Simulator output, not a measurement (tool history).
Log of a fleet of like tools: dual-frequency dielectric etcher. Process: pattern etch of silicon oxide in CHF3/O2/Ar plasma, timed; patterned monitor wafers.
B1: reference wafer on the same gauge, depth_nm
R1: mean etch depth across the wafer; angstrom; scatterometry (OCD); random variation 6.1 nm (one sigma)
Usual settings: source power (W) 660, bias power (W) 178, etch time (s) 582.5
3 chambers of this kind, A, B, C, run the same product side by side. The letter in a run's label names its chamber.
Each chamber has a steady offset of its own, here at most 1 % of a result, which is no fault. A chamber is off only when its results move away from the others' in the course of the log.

run 1B hour=7.5 | source_power_(W)=660 bias_power_(W)=178 etch_time_(s)=582.5 | B1=1159 | R1=12087
run 2A hour=13.4 | source_power_(W)=660 bias_power_(W)=178 etch_time_(s)=582.5 | B1=1160.3 | R1=11850
run 3C hour=20.2 | source_power_(W)=660 bias_power_(W)=178 etch_time_(s)=582.5 | B1=1159.7 | R1=11833
run 4C hour=25.6 | source_power_(W)=660 bias_power_(W)=178 etch_time_(s)=582.5 | B1=1161.2 | R1=11894
run 5A hour=31 | source_power_(W)=660 bias_power_(W)=178 etch_time_(s)=582.5 | B1=1160.3 | R1=11825
run 6B hour=37.8 | source_power_(W)=660 bias_power_(W)=178 etch_time_(s)=582.5 | B1=1158.3 | R1=12036
run 7A hour=41.3 | source_power_(W)=660 bias_power_(W)=178 etch_time_(s)=582.5 | B1=1161.5 | R1=11853
run 8C hour=46.2 | source_power_(W)=660 bias_power_(W)=178 etch_time_(s)=582.5 | B1=1158.1 | R1=11948
run 9B hour=49.8 | source_power_(W)=660 bias_power_(W)=178 etch_time_(s)=582.5 | B1=1160.4 | R1=12003
run 10C hour=56.6 | source_power_(W)=660 bias_power_(W)=178 etch_time_(s)=679 | B1=1162.4 | R1=14061
run 11B hour=62.4 | source_power_(W)=660 bias_power_(W)=178 etch_time_(s)=679 | B1=1160.5 | R1=14058
run 12A hour=67.9 | source_power_(W)=660 bias_power_(W)=178 etch_time_(s)=679 | B1=1157.5 | R1=13938
run 13C hour=73.6 | source_power_(W)=660 bias_power_(W)=178 etch_time_(s)=582.5 | B1=1161 | R1=11866
run 14B hour=77.9 | source_power_(W)=660 bias_power_(W)=178 etch_time_(s)=582.5 | B1=1159.4 | R1=11905
run 15A hour=83.6 | source_power_(W)=660 bias_power_(W)=178 etch_time_(s)=582.5 | B1=1160.7 | R1=11878
run 16C hour=88.9 | source_power_(W)=660 bias_power_(W)=178 etch_time_(s)=582.5 | B1=1159.2 | R1=11918
run 17A hour=93.5 | source_power_(W)=660 bias_power_(W)=178 etch_time_(s)=582.5 | B1=1159.4 | R1=11799
run 18B hour=98.4 | source_power_(W)=660 bias_power_(W)=178 etch_time_(s)=582.5 | B1=1157.9 | R1=12005
run 19C hour=105.4 | source_power_(W)=660 bias_power_(W)=178 etch_time_(s)=497 | B1=1160.7 | R1=10177
run 20B hour=108.9 | source_power_(W)=660 bias_power_(W)=178 etch_time_(s)=497 | B1=1160 | R1=10211
run 21A hour=113.9 | source_power_(W)=660 bias_power_(W)=178 etch_time_(s)=497 | B1=1159.7 | R1=10185
run 22A hour=118.9 | source_power_(W)=660 bias_power_(W)=178 etch_time_(s)=582.5 | B1=1160.6 | R1=11826
run 23C hour=124.9 | source_power_(W)=510 bias_power_(W)=178 etch_time_(s)=582.5 | B1=1159.5 | R1=10722
run 24B hour=129.1 | source_power_(W)=510 bias_power_(W)=178 etch_time_(s)=582.5 | B1=1159.4 | R1=10870
run 25A hour=133.7 | source_power_(W)=510 bias_power_(W)=178 etch_time_(s)=582.5 | B1=1159.1 | R1=10757
run 26B hour=139 | source_power_(W)=660 bias_power_(W)=178 etch_time_(s)=582.5 | B1=1160.7 | R1=11842
run 27C hour=146.2 | source_power_(W)=660 bias_power_(W)=178 etch_time_(s)=582.5 | B1=1159.7 | R1=11979
run 28C hour=152.9 | source_power_(W)=660 bias_power_(W)=178 etch_time_(s)=582.5 | B1=1159.7 | R1=11992
run 29A hour=159.4 | source_power_(W)=660 bias_power_(W)=178 etch_time_(s)=582.5 | B1=1158.5 | R1=11893
run 30B hour=166.9 | source_power_(W)=660 bias_power_(W)=162 etch_time_(s)=696 | B1=1161.9 | R1=13883
run 31C hour=172.4 | source_power_(W)=660 bias_power_(W)=162 etch_time_(s)=696 | B1=1160.3 | R1=13816
run 32A hour=180 | source_power_(W)=660 bias_power_(W)=162 etch_time_(s)=696 | B1=1159.2 | R1=13639
run 33B hour=183.9 | source_power_(W)=660 bias_power_(W)=178 etch_time_(s)=582.5 | B1=1160.4 | R1=11984
run 34B hour=188.1 | source_power_(W)=660 bias_power_(W)=178 etch_time_(s)=582.5 | B1=1160.1 | R1=12137
run 35C hour=195.6 | source_power_(W)=660 bias_power_(W)=178 etch_time_(s)=582.5 | B1=1160.3 | R1=11785
run 36A hour=201.3 | source_power_(W)=660 bias_power_(W)=178 etch_time_(s)=582.5 | B1=1160.8 | R1=11900
run 37C hour=208.9 | source_power_(W)=660 bias_power_(W)=178 etch_time_(s)=582.5 | B1=1158.9 | R1=11923

All 3 chambers run these settings next. Forecast each chamber's results:
run 38A hour=214.4 | source_power_(W)=660 bias_power_(W)=178 etch_time_(s)=582.5 | R1=?
run 38B hour=214.4 | source_power_(W)=660 bias_power_(W)=178 etch_time_(s)=582.5 | R1=?
run 38C hour=214.4 | source_power_(W)=660 bias_power_(W)=178 etch_time_(s)=582.5 | R1=?

run=38A R1=11960
run=38B R1=11984
run=38C R1=12001
